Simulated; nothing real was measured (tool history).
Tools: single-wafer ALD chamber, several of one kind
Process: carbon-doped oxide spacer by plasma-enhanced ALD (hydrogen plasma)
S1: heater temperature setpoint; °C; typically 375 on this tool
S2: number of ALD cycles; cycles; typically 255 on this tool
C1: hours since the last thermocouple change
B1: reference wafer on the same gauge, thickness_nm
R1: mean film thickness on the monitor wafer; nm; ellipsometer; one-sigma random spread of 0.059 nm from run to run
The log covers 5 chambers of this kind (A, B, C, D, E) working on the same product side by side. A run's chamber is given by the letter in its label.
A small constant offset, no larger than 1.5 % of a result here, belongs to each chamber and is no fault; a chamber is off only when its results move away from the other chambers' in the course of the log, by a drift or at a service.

run 1B day=0.204 | S1=375 S2=255 | C1=196 | B1=15.003 | R1=12.64
run 2C day=0.442 | S1=375 S2=255 | C1=106.5 | B1=15.006 | R1=12.897
run 3A day=0.604 | S1=375 S2=255 | C1=355.4 | B1=14.999 | R1=12.836
run 4D day=0.917 | S1=375 S2=255 | C1=729.7 | B1=15.002 | R1=12.73
run 5E day=1.162 | S1=375 S2=255 | C1=343.1 | B1=15.004 | R1=12.775
run 6D day=1.338 | S1=375 S2=255 | C1=739.8 | B1=15.016 | R1=12.715
run 7B day=1.642 | S1=375 S2=255 | C1=230.5 | B1=15.01 | R1=12.677
run 8C day=1.888 | S1=375 S2=255 | C1=141.2 | B1=15.011 | R1=12.835
run 9E day=2.162 | S1=380 S2=271 | C1=367.1 | B1=14.988 | R1=13.474
run 10A day=2.4 | S1=380 S2=271 | C1=398.5 | B1=15.003 | R1=13.578
run 11E day=2.621 | S1=380 S2=271 | C1=378.1 | B1=15.008 | R1=13.465
run 12B day=2.912 | S1=380 S2=271 | C1=261 | B1=14.993 | R1=13.547
run 13C day=3.071 | S1=380 S2=271 | C1=169.6 | B1=15.013 | R1=13.681
run 14D day=3.25 | S1=375 S2=255 | C1=785.7 | B1=14.994 | R1=12.645
run 15A day=3.404 | S1=375 S2=255 | C1=422.6 | B1=14.994 | R1=12.693
run 16C day=3.546 | S1=375 S2=255 | C1=181 | B1=15.021 | R1=12.861
run 17D day=3.854 | S1=375 S2=255 | C1=800.2 | B1=14.987 | R1=12.74
run 18E day=4.104 | S1=375 S2=255 | C1=413.7 | B1=14.997 | R1=12.807
run 19A day=4.25 | S1=375 S2=255 | C1=442.9 | B1=14.988 | R1=12.703
run 20B day=4.421 | S1=375 S2=255 | C1=297.2 | B1=14.983 | R1=12.625
run 21A day=4.679 | S1=375 S2=255 | C1=453.2 | B1=14.996 | R1=12.849
run 22D day=4.967 | S1=375 S2=255 | C1=826.9 | B1=15.02 | R1=12.727
run 23B day=5.225 | S1=375 S2=255 | C1=316.5 | B1=15.009 | R1=12.762
run 24C day=5.438 | S1=375 S2=255 | C1=226.4 | B1=14.983 | R1=12.9
run 25E day=5.642 | S1=375 S2=255 | C1=450.6 | B1=15.007 | R1=12.752
run 26D day=5.938 | S1=381 S2=255 | C1=850.2 | B1=15.003 | R1=12.715
run 27C day=6.175 | S1=381 S2=255 | C1=244.1 | B1=14.99 | R1=12.99
run 28A day=6.388 | S1=381 S2=255 | C1=494.2 | B1=14.995 | R1=12.803
run 29B day=6.662 | S1=381 S2=255 | C1=351 | B1=14.984 | R1=12.698
run 30E day=6.842 | S1=381 S2=255 | C1=479.4 | B1=14.994 | R1=12.877
run 31B day=7.142 | S1=375 S2=255 | C1=362.5 | B1=14.993 | R1=12.611
run 32E day=7.362 | S1=375 S2=255 | C1=491.9 | B1=15.011 | R1=12.813

One chamber off, gauge drift, or nothing amiss beyond the chambers' own small offsets? If it is a chamber, which one, and what is the likeliest cause?

No chamber stands off beyond its own small offset, and the gauge holds steady.
